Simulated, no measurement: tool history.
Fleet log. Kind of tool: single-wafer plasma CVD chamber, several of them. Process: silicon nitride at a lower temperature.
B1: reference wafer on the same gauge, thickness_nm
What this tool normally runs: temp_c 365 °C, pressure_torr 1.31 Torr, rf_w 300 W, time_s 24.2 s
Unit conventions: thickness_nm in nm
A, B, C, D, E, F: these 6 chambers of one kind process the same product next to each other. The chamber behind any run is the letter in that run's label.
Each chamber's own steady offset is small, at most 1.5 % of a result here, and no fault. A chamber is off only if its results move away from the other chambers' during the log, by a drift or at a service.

{"run": "1A", "hour": 6.3, "temp_c": 365, "pressure_torr": 1.31, "rf_w": 300, "time_s": 24.2, "B1": 28.472, "thickness_nm": 26.778}
{"run": "2D", "hour": 18.4, "temp_c": 365, "pressure_torr": 1.31, "rf_w": 300, "time_s": 24.2, "B1": 28.502, "thickness_nm": 26.869}
{"run": "3F", "hour": 30.3, "temp_c": 365, "pressure_torr": 1.31, "rf_w": 300, "time_s": 24.2, "B1": 28.51, "thickness_nm": 26.363}
{"run": "4B", "hour": 40.0, "temp_c": 365, "pressure_torr": 1.31, "rf_w": 300, "time_s": 24.2, "B1": 28.515, "thickness_nm": 26.757}
{"run": "5E", "hour": 50.7, "temp_c": 365, "pressure_torr": 1.31, "rf_w": 300, "time_s": 24.2, "B1": 28.499, "thickness_nm": 26.694}
{"run": "6C", "hour": 62.5, "temp_c": 365, "pressure_torr": 1.31, "rf_w": 300, "time_s": 24.2, "B1": 28.494, "thickness_nm": 26.577}
{"run": "7E", "hour": 69.9, "temp_c": 365, "pressure_torr": 1.31, "rf_w": 300, "time_s": 24.2, "B1": 28.519, "thickness_nm": 26.607}
{"run": "8D", "hour": 75.7, "temp_c": 365, "pressure_torr": 1.31, "rf_w": 300, "time_s": 24.2, "B1": 28.517, "thickness_nm": 26.637}
{"run": "9B", "hour": 88.7, "temp_c": 365, "pressure_torr": 1.31, "rf_w": 300, "time_s": 24.2, "B1": 28.497, "thickness_nm": 26.537}
{"run": "10A", "hour": 99.4, "temp_c": 365, "pressure_torr": 1.31, "rf_w": 300, "time_s": 24.2, "B1": 28.53, "thickness_nm": 26.66}
{"run": "11F", "hour": 108.0, "temp_c": 365, "pressure_torr": 1.31, "rf_w": 300, "time_s": 24.2, "B1": 28.51, "thickness_nm": 26.377}
{"run": "12C", "hour": 117.5, "temp_c": 365, "pressure_torr": 1.31, "rf_w": 300, "time_s": 24.2, "B1": 28.519, "thickness_nm": 26.52}
{"run": "13C", "hour": 130.5, "temp_c": 365, "pressure_torr": 1.31, "rf_w": 300, "time_s": 24.2, "B1": 28.478, "thickness_nm": 26.627}
{"run": "14E", "hour": 138.4, "temp_c": 365, "pressure_torr": 1.31, "rf_w": 300, "time_s": 24.2, "B1": 28.485, "thickness_nm": 26.863}
{"run": "15A", "hour": 150.8, "temp_c": 365, "pressure_torr": 1.31, "rf_w": 300, "time_s": 24.2, "B1": 28.488, "thickness_nm": 26.848}
{"run": "16B", "hour": 160.9, "temp_c": 365, "pressure_torr": 1.31, "rf_w": 300, "time_s": 24.2, "B1": 28.489, "thickness_nm": 26.355}
{"run": "17F", "hour": 173.9, "temp_c": 365, "pressure_torr": 1.31, "rf_w": 300, "time_s": 24.2, "B1": 28.501, "thickness_nm": 26.205}
{"run": "18D", "hour": 180.4, "temp_c": 365, "pressure_torr": 1.31, "rf_w": 345, "time_s": 24.2, "B1": 28.469, "thickness_nm": 29.25}
{"run": "19E", "hour": 189.1, "temp_c": 365, "pressure_torr": 1.31, "rf_w": 345, "time_s": 24.2, "B1": 28.5, "thickness_nm": 29.314}
{"run": "20C", "hour": 198.3, "temp_c": 365, "pressure_torr": 1.31, "rf_w": 345, "time_s": 24.2, "B1": 28.521, "thickness_nm": 29.122}
{"run": "21A", "hour": 211.1, "temp_c": 365, "pressure_torr": 1.31, "rf_w": 345, "time_s": 24.2, "B1": 28.478, "thickness_nm": 29.529}
{"run": "22D", "hour": 217.4, "temp_c": 365, "pressure_torr": 1.31, "rf_w": 345, "time_s": 24.2, "B1": 28.484, "thickness_nm": 29.383}
{"run": "23B", "hour": 224.9, "temp_c": 365, "pressure_torr": 1.31, "rf_w": 345, "time_s": 24.2, "B1": 28.475, "thickness_nm": 28.625}
{"run": "24F", "hour": 232.3, "temp_c": 365, "pressure_torr": 1.31, "rf_w": 300, "time_s": 24.2, "B1": 28.507, "thickness_nm": 26.518}
{"run": "25E", "hour": 243.3, "temp_c": 365, "pressure_torr": 1.31, "rf_w": 300, "time_s": 24.2, "B1": 28.489, "thickness_nm": 26.753}
{"run": "26A", "hour": 255.4, "temp_c": 365, "pressure_torr": 1.31, "rf_w": 300, "time_s": 24.2, "B1": 28.493, "thickness_nm": 26.657}
{"run": "27D", "hour": 261.5, "temp_c": 365, "pressure_torr": 1.31, "rf_w": 300, "time_s": 24.2, "B1": 28.49, "thickness_nm": 26.697}
{"run": "28C", "hour": 273.0, "temp_c": 365, "pressure_torr": 1.31, "rf_w": 300, "time_s": 24.2, "B1": 28.491, "thickness_nm": 26.821}
{"run": "29B", "hour": 285.5, "temp_c": 365, "pressure_torr": 1.31, "rf_w": 300, "time_s": 24.2, "B1": 28.478, "thickness_nm": 25.849}
{"run": "30F", "hour": 297.0, "temp_c": 365, "pressure_torr": 1.05, "rf_w": 300, "time_s": 24.2, "B1": 28.517, "thickness_nm": 24.566}
{"run": "31F", "hour": 306.0, "temp_c": 365, "pressure_torr": 1.05, "rf_w": 300, "time_s": 24.2, "B1": 28.515, "thickness_nm": 24.649}
{"run": "32D", "hour": 313.2, "temp_c": 365, "pressure_torr": 1.05, "rf_w": 300, "time_s": 24.2, "B1": 28.525, "thickness_nm": 25.152}
{"run": "33B", "hour": 323.9, "temp_c": 365, "pressure_torr": 1.05, "rf_w": 300, "time_s": 24.2, "B1": 28.479, "thickness_nm": 23.941}
{"run": "34C", "hour": 334.0, "temp_c": 365, "pressure_torr": 1.05, "rf_w": 300, "time_s": 24.2, "B1": 28.496, "thickness_nm": 24.65}
{"run": "35A", "hour": 344.2, "temp_c": 365, "pressure_torr": 1.05, "rf_w": 300, "time_s": 24.2, "B1": 28.483, "thickness_nm": 25.044}
{"run": "36E", "hour": 355.0, "temp_c": 365, "pressure_torr": 1.31, "rf_w": 300, "time_s": 24.2, "B1": 28.481, "thickness_nm": 26.623}
{"run": "37B", "hour": 367.5, "temp_c": 365, "pressure_torr": 1.31, "rf_w": 300, "time_s": 24.2, "B1": 28.495, "thickness_nm": 25.595}

Is one chamber out of step, is the gauge drifting, or do the chambers differ by no more than their own small offsets? For an off chamber, give its letter and the likeliest cause.

Chamber B drifts away from the others.
Cause: delivered RF power below the setpoint (%) = 7.27.

Below are 4 candidate recipes for chamber B's next run, each the usual settings with a change, their results shown as question marks. Which of them brings B's results back in line with what the other chambers give on the usual settings?
Maximum distance from the other chambers' mean on the usual settings for a result to count as in line: thickness_nm 0.350 nm
{"run": "38B-1", "hour": 377.2, "temp_c": 365, "pressure_torr": 1.31, "rf_w": 305, "time_s": 24.9, "thickness_nm": "?"}
{"run": "38B-2", "hour": 377.2, "temp_c": 365, "pressure_torr": 1.29, "rf_w": 295, "time_s": 23.5, "thickness_nm": "?"}
{"run": "38B-3", "hour": 377.2, "temp_c": 365, "pressure_torr": 1.31, "rf_w": 310, "time_s": 25.5, "thickness_nm": "?"}
{"run": "38B-4", "hour": 377.2, "temp_c": 365, "pressure_torr": 1.28, "rf_w": 290, "time_s": 23.0, "thickness_nm": "?"}

The mean the other chambers reach with the usual settings: thickness_nm 26.632 nm
run=38B-1 thickness_nm=26.509
run=38B-2 thickness_nm=24.354
run=38B-3 thickness_nm=27.447
run=38B-4 thickness_nm=23.501
The answer is 38B-1, which returns the chamber to within the allowed miss of the others.
